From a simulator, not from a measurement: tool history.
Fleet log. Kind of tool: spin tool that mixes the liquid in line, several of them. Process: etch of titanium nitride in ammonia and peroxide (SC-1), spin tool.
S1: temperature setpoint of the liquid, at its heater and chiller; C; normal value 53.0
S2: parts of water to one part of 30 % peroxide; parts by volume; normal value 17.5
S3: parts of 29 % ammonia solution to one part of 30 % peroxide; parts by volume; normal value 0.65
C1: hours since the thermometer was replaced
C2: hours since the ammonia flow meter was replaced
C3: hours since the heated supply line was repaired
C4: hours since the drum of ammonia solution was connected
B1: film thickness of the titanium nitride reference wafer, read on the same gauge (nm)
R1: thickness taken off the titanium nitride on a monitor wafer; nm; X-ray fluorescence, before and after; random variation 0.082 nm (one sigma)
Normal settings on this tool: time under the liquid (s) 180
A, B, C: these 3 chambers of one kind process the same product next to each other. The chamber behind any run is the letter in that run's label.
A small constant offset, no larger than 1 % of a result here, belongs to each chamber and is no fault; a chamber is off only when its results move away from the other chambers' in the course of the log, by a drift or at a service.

Run 1C, hour 3.2: usual settings; C1 1323.6; C2 145.9; C3 819.4; C4 160.7; B1 30.013. Result: R1 10.4420 nm.
Run 2A, hour 8.7: usual settings; C1 1220.7; C2 1045.2; C3 1377.6; C4 363.9; B1 30.041. Result: R1 10.4240 nm.
Run 3B, hour 11.8: usual settings; C1 322.1; C2 1002.9; C3 1384.2; C4 25.2; B1 29.961. Result: R1 10.4450 nm.
Run 4C, hour 16.9: usual settings; C1 1337.3; C2 159.6; C3 833.1; C4 174.4; B1 30.031. Result: R1 10.3180 nm.
Run 5A, hour 21.0: usual settings; C1 1233.0; C2 1057.5; C3 1389.9; C4 376.2; B1 29.963. Result: R1 10.3490 nm.
Run 6B, hour 26.0: usual settings; C1 336.3; C2 1017.1; C3 1398.4; C4 39.4; B1 29.996. Result: R1 10.4470 nm.
Run 7A, hour 29.9: usual settings; C1 1241.9; C2 1066.4; C3 1398.8; C4 385.1; B1 29.979. Result: R1 10.3850 nm.
Run 8B, hour 33.0: usual settings but S1 46.5 C, time under the liquid (s) 120; C1 343.3; C2 1024.1; C3 1405.4; C4 46.4; B1 30.019. Result: R1 4.3113 nm.
Run 9C, hour 37.6: usual settings but S1 46.5 C, time under the liquid (s) 120; C1 1358.0; C2 180.3; C3 853.8; C4 195.1; B1 29.973. Result: R1 4.4743 nm.
Run 10C, hour 43.4: usual settings but S1 46.5 C, time under the liquid (s) 120; C1 1363.8; C2 186.1; C3 859.6; C4 200.9; B1 29.938. Result: R1 4.4129 nm.
Run 11B, hour 48.9: usual settings; C1 359.2; C2 1040.0; C3 1421.3; C4 62.3; B1 30.005. Result: R1 10.1610 nm.
Run 12A, hour 52.9: usual settings; C1 1264.9; C2 1089.4; C3 1421.8; C4 408.1; B1 29.944. Result: R1 10.3710 nm.
Run 13A, hour 57.9: usual settings; C1 1269.9; C2 1094.4; C3 1426.8; C4 413.1; B1 29.963. Result: R1 10.5190 nm.
Run 14B, hour 63.2: usual settings but S1 57.5 C; C1 373.5; C2 1054.3; C3 1435.6; C4 76.6; B1 30.006. Result: R1 14.0340 nm.
Run 15C, hour 68.2: usual settings but S1 57.5 C; C1 1388.6; C2 210.9; C3 884.4; C4 225.7; B1 30.000. Result: R1 14.0760 nm.
Run 16C, hour 73.4: usual settings but S1 57.5 C; C1 1393.8; C2 216.1; C3 889.6; C4 230.9; B1 29.963. Result: R1 14.0770 nm.
Run 17A, hour 77.9: usual settings; C1 1289.9; C2 1114.4; C3 1446.8; C4 433.1; B1 30.015. Result: R1 10.3380 nm.
Run 18B, hour 83.9: usual settings; C1 394.2; C2 1075.0; C3 1456.3; C4 97.3; B1 29.993. Result: R1 10.0090 nm.
Run 19C, hour 89.7: usual settings; C1 1410.1; C2 232.4; C3 905.9; C4 247.2; B1 29.971. Result: R1 10.4490 nm.
Run 20A, hour 94.2: usual settings; C1 1306.2; C2 1130.7; C3 1463.1; C4 449.4; B1 30.018. Result: R1 10.2740 nm.
Run 21B, hour 97.6: usual settings; C1 407.9; C2 1088.7; C3 1470.0; C4 111.0; B1 30.025. Result: R1 9.8638 nm.
Run 22B, hour 103.1: usual settings; C1 413.4; C2 1094.2; C3 1475.5; C4 116.5; B1 30.033. Result: R1 10.0910 nm.
Run 23A, hour 106.7: usual settings; C1 1318.7; C2 1143.2; C3 1475.6; C4 461.9; B1 29.979. Result: R1 10.2110 nm.
Run 24C, hour 111.0: usual settings; C1 1431.4; C2 253.7; C3 927.2; C4 268.5; B1 29.985. Result: R1 10.4530 nm.
Run 25C, hour 116.9: usual settings; C1 1437.3; C2 259.6; C3 933.1; C4 274.4; B1 30.017. Result: R1 10.4160 nm.
Run 26B, hour 122.6: usual settings; C1 432.9; C2 1113.7; C3 1495.0; C4 136.0; B1 29.989. Result: R1 9.9695 nm.
Run 27A, hour 125.9: usual settings; C1 1337.9; C2 1162.4; C3 1494.8; C4 481.1; B1 30.001. Result: R1 10.3910 nm.
Run 28B, hour 130.2: usual settings; C1 440.5; C2 1121.3; C3 1502.6; C4 143.6; B1 30.001. Result: R1 9.9020 nm.
Run 29A, hour 135.9: usual settings; C1 1347.9; C2 1172.4; C3 1504.8; C4 491.1; B1 30.026. Result: R1 10.2870 nm.
Run 30C, hour 139.9: usual settings but time under the liquid (s) 260; C1 1460.3; C2 282.6; C3 956.1; C4 297.4; B1 30.001. Result: R1 15.0130 nm.
Run 31C, hour 144.3: usual settings but time under the liquid (s) 260; C1 1464.7; C2 287.0; C3 960.5; C4 301.8; B1 29.994. Result: R1 15.1750 nm.
Run 32B, hour 150.4: usual settings but time under the liquid (s) 260; C1 460.7; C2 1141.5; C3 1522.8; C4 163.8; B1 30.028. Result: R1 14.2590 nm.
Run 33A, hour 154.5: usual settings; C1 1366.5; C2 1191.0; C3 1523.4; C4 509.7; B1 29.974. Result: R1 10.3100 nm.
Run 34C, hour 160.2: usual settings; C1 1480.6; C2 302.9; C3 976.4; C4 317.7; B1 29.984. Result: R1 10.4470 nm.
Run 35A, hour 165.9: usual settings; C1 1377.9; C2 1202.4; C3 1534.8; C4 521.1; B1 30.055. Result: R1 10.4770 nm.
Run 36B, hour 170.9: usual settings; C1 481.2; C2 1162.0; C3 1543.3; C4 184.3; B1 29.988. Result: R1 9.5285 nm.
Run 37C, hour 177.3: usual settings; C1 1497.7; C2 320.0; C3 993.5; C4 334.8; B1 30.020. Result: R1 10.3920 nm.

Read the log: is a single chamber off, either drifting away or since a service, is the gauge that measures every chamber drifting, or is nothing wrong beyond small per-chamber offsets? Name any odd chamber and what most likely caused it.

One chamber, B, drifts off from the rest bit by bit.
Likeliest cause: temperature lost on the way to the wafer (K) = 1.26.
It could be hard to tell apart here from: liquid colder than its thermometer reads (K).

Which of the 4 candidates below, each the usual settings with something changed and its results left as question marks, puts chamber B back in line with what the other chambers give on the usual settings?
In line here means within this much of the mean the other chambers give on the usual settings: R1 0.2800 nm
Run 38B-1, hour 181.9: usual settings but S2 15.0 parts by volume. Result: R1 ?.
Run 38B-2, hour 181.9: usual settings but S2 20.0 parts by volume, S3 0.60 parts by volume. Result: R1 ?.
Run 38B-3, hour 181.9: usual settings but S1 55.0 C, S2 17.0 parts by volume. Result: R1 ?.
Run 38B-4, hour 181.9: usual settings but S1 51.0 C, S2 18.0 parts by volume. Result: R1 ?.

On the usual settings, the other chambers give on average: R1 10.3930 nm
  run       R1
38B-1  10.3140
38B-2   8.6878
38B-3  11.0600
38B-4   8.1249
38B-1 brings the chamber back in line.
